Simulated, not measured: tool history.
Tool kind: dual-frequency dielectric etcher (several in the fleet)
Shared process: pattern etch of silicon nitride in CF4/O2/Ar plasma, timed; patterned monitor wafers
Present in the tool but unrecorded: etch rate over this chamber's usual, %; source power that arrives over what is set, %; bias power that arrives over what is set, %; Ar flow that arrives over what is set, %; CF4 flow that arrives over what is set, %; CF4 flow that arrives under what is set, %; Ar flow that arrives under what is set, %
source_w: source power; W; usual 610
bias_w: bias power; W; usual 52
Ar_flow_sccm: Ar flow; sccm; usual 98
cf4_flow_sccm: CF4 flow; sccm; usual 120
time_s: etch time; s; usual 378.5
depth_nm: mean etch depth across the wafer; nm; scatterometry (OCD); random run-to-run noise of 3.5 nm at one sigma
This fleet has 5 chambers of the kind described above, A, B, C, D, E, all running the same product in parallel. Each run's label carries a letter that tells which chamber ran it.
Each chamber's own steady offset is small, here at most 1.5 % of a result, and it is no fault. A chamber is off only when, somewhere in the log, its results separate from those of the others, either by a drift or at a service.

run,hour,source_w,bias_w,Ar_flow_sccm,cf4_flow_sccm,time_s,hours since the last wet clean,hours since the last source power generator calibration,hours since the last bias power generator calibration,hours since the last Ar flow controller change,hours since the last CF4 flow controller change,"read-back reference wafer on the same gauge, depth_nm",depth_nm
1C,7.2,610,52,98,120,378.5,273,456.2,3561.4,3393.9,2136.8,880.1,871.1
2A,14.6,610,52,98,120,378.5,234.4,1486,2832.7,2707.1,15.9,880.72,898.4
3B,26.7,610,52,98,120,378.5,340.5,291.2,2985,4027.5,1973.6,880.44,886.64
4E,35.3,610,52,98,120,378.5,96.1,1244.1,1406.9,683.6,2355.5,880.59,888.31
5D,48.5,610,52,98,120,378.5,368.3,3333.3,2746.5,548.5,755.2,880.45,880.1
6A,58.2,610,52,98,120,378.5,278,1529.6,2876.3,2750.7,59.5,880.95,896.13
7E,67.5,610,52,98,120,378.5,128.3,1276.3,1439.1,715.8,2387.7,879.6,894.27
8C,75.4,610,52,98,120,378.5,341.2,524.4,3629.6,3462.1,2205,880.19,869.9
9B,90.8,610,52,98,120,378.5,404.6,355.3,3049.1,4091.6,2037.7,880.08,885.12
10D,98.9,610,52,98,120,378.5,418.7,3383.7,2796.9,598.9,805.6,880.03,880.82
11D,106.6,610,52,98,120,378.5,426.4,3391.4,2804.6,606.6,813.3,879.86,882.74
12E,119.4,610,52,98,120,378.5,180.2,1328.2,1491,767.7,2439.6,879.57,894.79
13C,128.6,610,52,98,120,378.5,394.4,577.6,3682.8,3515.3,2258.2,879.71,872.44
14A,142.7,610,52,98,120,378.5,362.5,1614.1,2960.8,2835.2,144,880.94,895.28
15B,154,610,52,98,120,378.5,467.8,418.5,3112.3,4154.8,2100.9,879.3,881.91
16A,168.3,610,52,98,120,378.5,388.1,1639.7,2986.4,2860.8,169.6,880.1,891.02
17C,179.3,610,52,98,120,378.5,445.1,628.3,3733.5,3566,2308.9,880.44,874.79
18D,186.8,610,52,98,120,378.5,506.6,3471.6,2884.8,686.8,893.5,879.6,878.94
# hour 195.9: chamber C: wet clean of the chamber
19B,202.1,610,52,79,100,378.5,515.9,466.6,3160.4,4202.9,2149,879.31,882
20E,209.3,610,52,79,100,378.5,270.1,1418.1,1580.9,857.6,2529.5,880.4,891.86
21D,224.2,610,52,79,100,378.5,544,3509,2922.2,724.2,930.9,879.42,885.12
22B,236.8,610,52,79,100,378.5,550.6,501.3,3195.1,4237.6,2183.7,880.83,886.21
# hour 239.1: chamber D: wet clean of the chamber
# hour 239.4: chamber A: wet clean of the chamber
23E,246.4,610,52,79,100,378.5,307.2,1455.2,1618,894.7,2566.6,881.1,894.59
24C,254,610,52,98,120,378.5,58.2,703,3808.2,3640.7,2383.6,880.26,877.26
25A,267.9,610,52,98,120,378.5,28.6,1739.3,3086,2960.4,269.2,881.34,895.26
26B,278.9,610,52,98,120,378.5,592.7,543.4,3237.2,4279.7,2225.8,880.63,879.54
27A,293.5,610,52,98,120,378.5,54.2,1764.9,3111.6,2986,294.8,879.63,894.48
28C,308.1,610,52,98,120,378.5,112.3,757.1,3862.3,3694.8,2437.7,879.37,872.79
29D,315.2,610,52,98,120,378.5,76.2,3600,3013.2,815.2,1021.9,880.48,885.5
# hour 319.2: chamber B: bias power generator calibrated
30E,329.1,610,52,98,120,378.5,389.9,1537.9,1700.7,977.4,2649.3,880.57,901.13
# hour 334.4: chamber B: wet clean of the chamber
31B,340.7,610,52,98,120,378.5,6.3,605.2,21.6,4341.5,2287.6,879.92,884.24
32C,355,610,52,98,120,378.5,159.2,804,3909.2,3741.7,2484.6,879.27,868.83
33D,365.8,610,52,98,120,428,126.8,3650.6,3063.8,865.8,1072.5,879.47,1002.7
34E,378.2,610,52,98,120,428,439,1587,1749.8,1026.5,2698.4,880.09,1026.1
35A,390.4,610,52,98,120,428,151.1,1861.8,3208.5,3082.9,391.7,879.99,1003.1
36D,400.2,610,52,98,120,428,161.2,3685,3098.2,900.2,1106.9,880.33,1002.6
37B,410.1,610,52,98,120,428,75.7,674.6,91,4410.9,2357,879.64,1001.2
38E,422.4,610,52,98,120,378.5,483.2,1631.2,1794,1070.7,2742.6,879.81,914.48
39A,438.4,610,52,98,120,378.5,199.1,1909.8,3256.5,3130.9,439.7,879.77,894.28
40C,452.4,610,52,98,120,378.5,256.6,901.4,4006.6,3839.1,2582,880.03,881.75
41E,460,750,52,98,120,291,520.8,1668.8,1831.6,1108.3,2780.2,881.21,848.01
42B,474.9,750,52,98,120,291,140.5,739.4,155.8,4475.7,2421.8,880.24,814.6

Read the log: is a single chamber off, either drifting away or since a service, is the gauge that measures every chamber drifting, or is nothing wrong beyond small per-chamber offsets? Name any odd chamber and what most likely caused it.

Little by little, chamber E moves away from the other chambers.
Most likely cause: source power that arrives over what is set, % = 3.74.
It could be hard to tell apart here from: etch rate over this chamber's usual, %.

Here are 4 candidates for chamber E's next run, each the usual settings with a change, their results left as question marks. Which one brings its results back in line with what the others give on the usual settings?
To be in line, a result may differ from the other chambers' mean on the usual settings by at most: depth_nm 12 nm
43E-1,486.4,630,53,98,121,378.5,,,,,,,?
43E-2,486.4,610,52,98,120,375.5,,,,,,,?
43E-3,486.4,620,52,98,120,378.5,,,,,,,?
43E-4,486.4,600,52,98,120,369.5,,,,,,,?

On the usual settings, the other chambers give on average: depth_nm 884.12 nm
run,depth_nm
43E-1,954.5
43E-2,913.07
43E-3,933.73
43E-4,885.4
It is 43E-4 that realigns the chamber with its peers.

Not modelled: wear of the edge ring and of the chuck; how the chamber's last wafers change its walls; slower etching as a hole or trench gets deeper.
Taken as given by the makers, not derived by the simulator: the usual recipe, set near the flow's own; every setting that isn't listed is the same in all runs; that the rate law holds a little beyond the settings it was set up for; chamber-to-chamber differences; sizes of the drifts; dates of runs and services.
